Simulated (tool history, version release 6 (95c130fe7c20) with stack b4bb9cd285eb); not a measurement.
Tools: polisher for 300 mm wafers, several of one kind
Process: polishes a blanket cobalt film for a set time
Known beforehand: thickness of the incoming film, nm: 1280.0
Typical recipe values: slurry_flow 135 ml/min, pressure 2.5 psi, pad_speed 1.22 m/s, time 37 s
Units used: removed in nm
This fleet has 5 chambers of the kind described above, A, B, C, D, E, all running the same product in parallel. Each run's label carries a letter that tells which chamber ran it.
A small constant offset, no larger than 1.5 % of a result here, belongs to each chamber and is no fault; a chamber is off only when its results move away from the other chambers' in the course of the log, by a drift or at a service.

run   hour  slurry_flow  pressure  pad_speed  time  wafers polished on this pad  hours since the slurry nozzle was cleaned  hours since the head pressure was calibrated  removed
 1C    5.2          135       2.5       1.22    37                         1298                                      272.4                                        1445.5   237.27
      11.3  -- chamber C: worn pad replaced by a new one
 2A   13.3          135       2.5       1.22    37                          510                                      122.0                                         532.6   240.07
 3D   19.9          135       2.5       1.22    37                          542                                      461.3                                         949.6   241.83
      24.9  -- chamber A: worn pad replaced by a new one
 4E   25.7          135       2.5       1.22    37                          684                                      399.9                                         366.4   244.23
 5B   36.3          135       2.5       1.22    37                         1031                                      329.8                                         129.1   235.94
      45.3  -- chamber D: worn pad replaced by a new one
 6A   46.1          135       2.0       1.22    48                          258                                      154.8                                         565.4   251.45
      48.8  -- chamber E: worn pad replaced by a new one
 7D   51.7          135       2.0       1.22    48                           78                                      493.1                                         981.4   249.69
 8B   58.0          135       2.0       1.22    48                         1295                                      351.5                                         150.8   245.38
      64.5  -- chamber B: worn pad replaced by a new one
 9E   65.0          135       2.0       1.22    48                          197                                      439.2                                         405.7   249.79
      71.3  -- chamber E: head pressure recalibrated
10C   73.2          135       2.0       1.22    48                          752                                      340.4                                        1513.5   247.90
      74.2  -- chamber B: slurry nozzle cleaned
11E   81.6          135       1.9       1.48    37                          398                                      455.8                                          10.4   225.80
      82.6  -- chamber A: worn pad replaced by a new one
12D   89.6          135       1.9       1.48    37                          538                                      531.0                                        1019.3   218.23
13C   96.3          135       1.9       1.48    37                         1033                                      363.5                                        1536.6   218.18
14A  107.2          135       1.9       1.48    37                          299                                      215.9                                         626.5   221.90
     111.2  -- chamber C: head pressure recalibrated
15B  113.8          135       1.9       1.48    37                          598                                       39.7                                         206.6   217.41
16B  122.0          135       2.5       1.22    37                          698                                       47.9                                         214.8   237.34
     128.6  -- chamber C: worn pad replaced by a new one
     129.6  -- chamber D: worn pad replaced by a new one
17C  129.6          135       2.5       1.22    37                           13                                      396.8                                          18.5   238.67
18A  138.8          135       2.5       1.22    37                          682                                      247.5                                         658.1   238.60
     139.9  -- chamber A: worn pad replaced by a new one
19D  146.2          135       2.5       1.22    37                          202                                      587.6                                        1075.9   242.43
     147.8  -- chamber E: worn pad replaced by a new one
20E  157.1          135       2.5       1.22    37                          113                                      531.3                                          85.9   242.42
     163.5  -- chamber E: slurry nozzle cleaned
     166.6  -- chamber B: worn pad replaced by a new one
21A  167.1          135       3.4       1.22    37                          330                                      275.8                                         686.4   322.41
22B  175.2          135       3.4       1.22    37                          105                                      101.1                                         268.0   327.47
23E  186.0          135       3.4       1.22    37                          464                                       22.6                                         114.8   325.02
24D  193.9          135       3.4       1.22    37                          781                                      635.3                                        1123.6   323.35
     195.0  -- chamber A: worn pad replaced by a new one
25C  205.0          135       3.4       1.22    37                          928                                      472.2                                          93.9   322.74
     208.9  -- chamber D: worn pad replaced by a new one
26D  212.2          135       2.5       1.22    37                           40                                      653.6                                        1141.9   239.86
27C  217.8          135       2.5       1.22    37                         1083                                      485.0                                         106.7   238.55
     223.8  -- chamber C: slurry nozzle cleaned
28B  226.4          135       2.5       1.22    37                          727                                      152.3                                         319.2   239.07
     227.0  -- chamber E: worn pad replaced by a new one
29E  236.0          135       2.5       1.22    37                          110                                       72.6                                         164.8   238.04
30A  241.3          100       2.5       1.22    27                          562                                      350.0                                         760.6   155.27
     244.7  -- chamber A: worn pad replaced by a new one
     246.1  -- chamber C: worn pad replaced by a new one
31E  247.3          100       2.5       1.22    27                          247                                       83.9                                         176.1   164.00
32B  253.0          100       2.5       1.22    27                         1050                                      178.9                                         345.8   163.14
33C  258.3          100       2.5       1.22    27                          148                                       34.5                                         147.2   163.89
34D  264.9          100       2.5       1.22    27                          680                                      706.3                                        1194.6   163.32
35A  273.6          135       2.5       1.22    37                          351                                      382.3                                         792.9   226.55

Which is it: a chamber that has drifted or been left off by a service, a gauge drift common to all chambers, or only each chamber's usual small offset? If a chamber is off, name it and its likeliest cause.

Chamber A drifts away from the others.
What lies behind it: slurry flow missing at the pad, % = 24.7.
The log might look much the same if the cause were instead: head's pressure below its setpoint, %.

Below are 4 candidate recipes for chamber A's next run, each the usual settings with a change, their results shown as question marks. Which of them brings A's results back in line with what the other chambers give on the usual settings?
Allowed miss from the other chambers' usual-settings mean, per result, to count as in line: removed 5.30 nm
36A-1  281.7          135       2.5       1.20    37                                                                                                                              ?
36A-2  281.7          135       2.5       1.24    37                                                                                                                              ?
36A-3  281.7          135       2.5       1.18    36                                                                                                                              ?
36A-4  281.7          170       2.5       1.22    37                                                                                                                              ?

Average result of the remaining chambers running the usual settings: removed 239.52 nm
  run  removed
36A-1   222.52
36A-2   229.87
36A-3   212.93
36A-4   237.98
It is 36A-4 that realigns the chamber with its peers.
